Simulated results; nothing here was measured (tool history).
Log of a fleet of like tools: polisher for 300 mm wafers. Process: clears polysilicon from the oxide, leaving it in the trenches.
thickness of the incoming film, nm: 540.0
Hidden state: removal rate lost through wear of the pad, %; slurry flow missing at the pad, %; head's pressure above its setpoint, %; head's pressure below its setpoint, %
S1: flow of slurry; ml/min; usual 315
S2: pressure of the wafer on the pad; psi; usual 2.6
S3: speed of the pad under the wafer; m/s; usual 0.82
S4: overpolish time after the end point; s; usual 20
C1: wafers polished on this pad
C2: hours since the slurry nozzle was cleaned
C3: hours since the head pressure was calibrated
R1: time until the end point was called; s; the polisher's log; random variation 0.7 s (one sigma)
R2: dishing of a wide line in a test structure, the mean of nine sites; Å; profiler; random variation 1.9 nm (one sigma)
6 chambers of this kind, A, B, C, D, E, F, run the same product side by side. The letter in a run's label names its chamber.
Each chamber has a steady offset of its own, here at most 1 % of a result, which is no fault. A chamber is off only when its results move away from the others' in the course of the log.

run	day	S1	S2	S3	S4	C1	C2	C3	R1	R2
1A	0.258	315	2.6	0.82	20	816	462.7	1070	44.762	878.16
# day 0.35: chamber A: worn pad replaced by a new one
2C	0.542	315	2.6	0.82	20	329	135.7	209.5	44.292	837
3E	0.879	315	2.6	0.82	20	276	177.5	413.8	44.623	836.3
4F	1.225	315	2.6	0.82	20	546	365.5	152.1	44.12	855.23
5D	1.508	315	2.6	0.82	20	971	194	1116.9	44.049	842.92
# day 1.625: chamber B: worn pad replaced by a new one
# day 1.783: chamber E: worn pad replaced by a new one
6B	1.854	315	2.6	0.82	20	53	351.6	182	43.549	865.44
7F	2.058	315	2.6	0.82	20	739	385.5	172.1	42.053	846.52
# day 2.383: chamber D: slurry nozzle cleaned
8B	2.408	315	2.6	0.82	20	181	364.9	195.3	44.279	832.91
9A	2.638	315	2.6	0.82	20	529	519.8	1127.1	43.304	859.62
10E	2.879	275	2.6	0.82	20	253	225.5	461.8	44.976	878.01
# day 3.058: chamber D: worn pad replaced by a new one
11C	3.133	275	2.6	0.82	20	929	197.9	271.7	44.469	898.43
12D	3.35	275	2.6	0.82	20	68	23.3	1161.1	45.027	844.54
# day 3.675: chamber C: worn pad replaced by a new one
13C	3.696	275	2.6	0.82	20	5	211.4	285.2	44.21	833.46
14D	3.992	275	2.6	0.82	20	216	38.7	1176.5	45.09	845.12
# day 4.054: chamber E: worn pad replaced by a new one
15F	4.162	275	2.6	0.82	20	1225	436	222.6	43.475	861.06
# day 4.192: chamber A: worn pad replaced by a new one
16E	4.379	315	3.3	0.58	20	76	261.5	497.8	47.668	812.93
17A	4.575	315	3.3	0.58	20	89	566.3	1173.6	47.478	878.51
18B	4.767	315	3.3	0.58	20	726	421.5	251.9	49.945	835.17
# day 4.829: chamber E: head pressure recalibrated
# day 5.029: chamber F: worn pad replaced by a new one
19D	5.067	315	3.3	0.58	20	465	64.5	1202.3	48.663	788.62
20F	5.254	315	3.3	0.58	20	52	462.2	248.8	48.008	859.26
# day 5.288: chamber B: worn pad replaced by a new one
21B	5.529	315	3.3	0.58	20	55	439.8	270.2	48.065	820.11
22C	5.854	315	2.6	0.82	20	504	263.2	337	42.804	833.28
# day 6.058: chamber D: head pressure recalibrated
23A	6.208	315	2.6	0.82	20	467	605.5	1212.8	43.143	864.88
# day 6.288: chamber E: worn pad replaced by a new one
24E	6.454	315	2.6	0.82	20	38	311.3	39.1	48.338	850.33
25C	6.804	315	2.6	0.82	20	724	286	359.8	43.898	856.05
26F	7.129	315	2.6	0.82	20	485	507.2	293.8	43.055	855.08
27A	7.292	315	2.6	0.82	20	717	631.5	1238.8	43.883	824.51
28D	7.55	315	2.6	0.82	20	1039	124.1	35.9	42.267	826.38
29E	7.75	315	2.6	0.82	20	338	342.4	70.2	48.455	853.62
30B	7.975	315	2.6	0.82	20	621	498.5	328.9	44.084	862.72
# day 8.204: chamber A: worn pad replaced by a new one
# day 8.25: chamber E: worn pad replaced by a new one
31E	8.304	315	2.6	0.82	20	12	355.7	83.5	48.637	823.68
# day 8.433: chamber B: worn pad replaced by a new one
32B	8.617	315	2.6	0.82	20	42	513.9	344.3	42.928	870.48
# day 8.633: chamber B: head pressure recalibrated
# day 8.667: chamber C: worn pad replaced by a new one
# day 8.896: chamber F: head pressure recalibrated
33D	8.912	315	2.6	0.82	20	1354	156.8	68.6	44.211	820.68
34A	9.146	315	2.6	0.82	20	218	676	1283.3	42.994	805.78
# day 9.292: chamber D: worn pad replaced by a new one
35F	9.45	315	2.6	0.82	20	1022	562.9	13.4	44.182	860.77
36C	9.654	315	2.6	0.82	20	228	354.4	428.2	42.77	870.96
37F	9.954	315	2.6	0.82	20	1139	575	25.5	43.334	883.77
38E	10.271	315	2.6	0.82	20	467	402.9	130.7	47.783	800.92
39A	10.542	415	2	0.82	20	541	709.5	1316.8	55.18	784.4
40D	10.729	415	2	0.82	20	333	200.4	112.2	55.294	787.26
41B	10.983	415	2	0.82	20	589	570.7	56.5	55.085	806.18
42C	11.321	415	2	0.82	20	614	394.4	468.2	57.859	812.64

Is one chamber off against the others, does the gauge drift, or is nothing wrong? If a chamber is off, say which, and what the likeliest cause is.

A service left chamber E off against the others.
Cause: head's pressure below its setpoint, % = 9.66.

Here are 4 candidates for chamber E's next run, each the usual settings with a change, their results left as question marks. Which one brings its results back in line with what the others give on the usual settings?
In line means no further than this from the other chambers' mean on the usual settings: R1 2.4 s; R2 67 Å
43E-1	11.575	310	2.3	0.74	21				?	?
43E-2	11.575	320	2.9	0.92	20				?	?
43E-3	11.575	315	2.5	0.78	20				?	?
43E-4	11.575	315	2.8	0.86	20				?	?

The other chambers' mean on the usual settings: R1 43.577 s; R2 853.47 Å
run	R1	R2
43E-1	60.886	790.17
43E-2	38.626	868.68
43E-3	53.004	811.41
43E-4	42.868	852.92
43E-4 brings the chamber back in line.
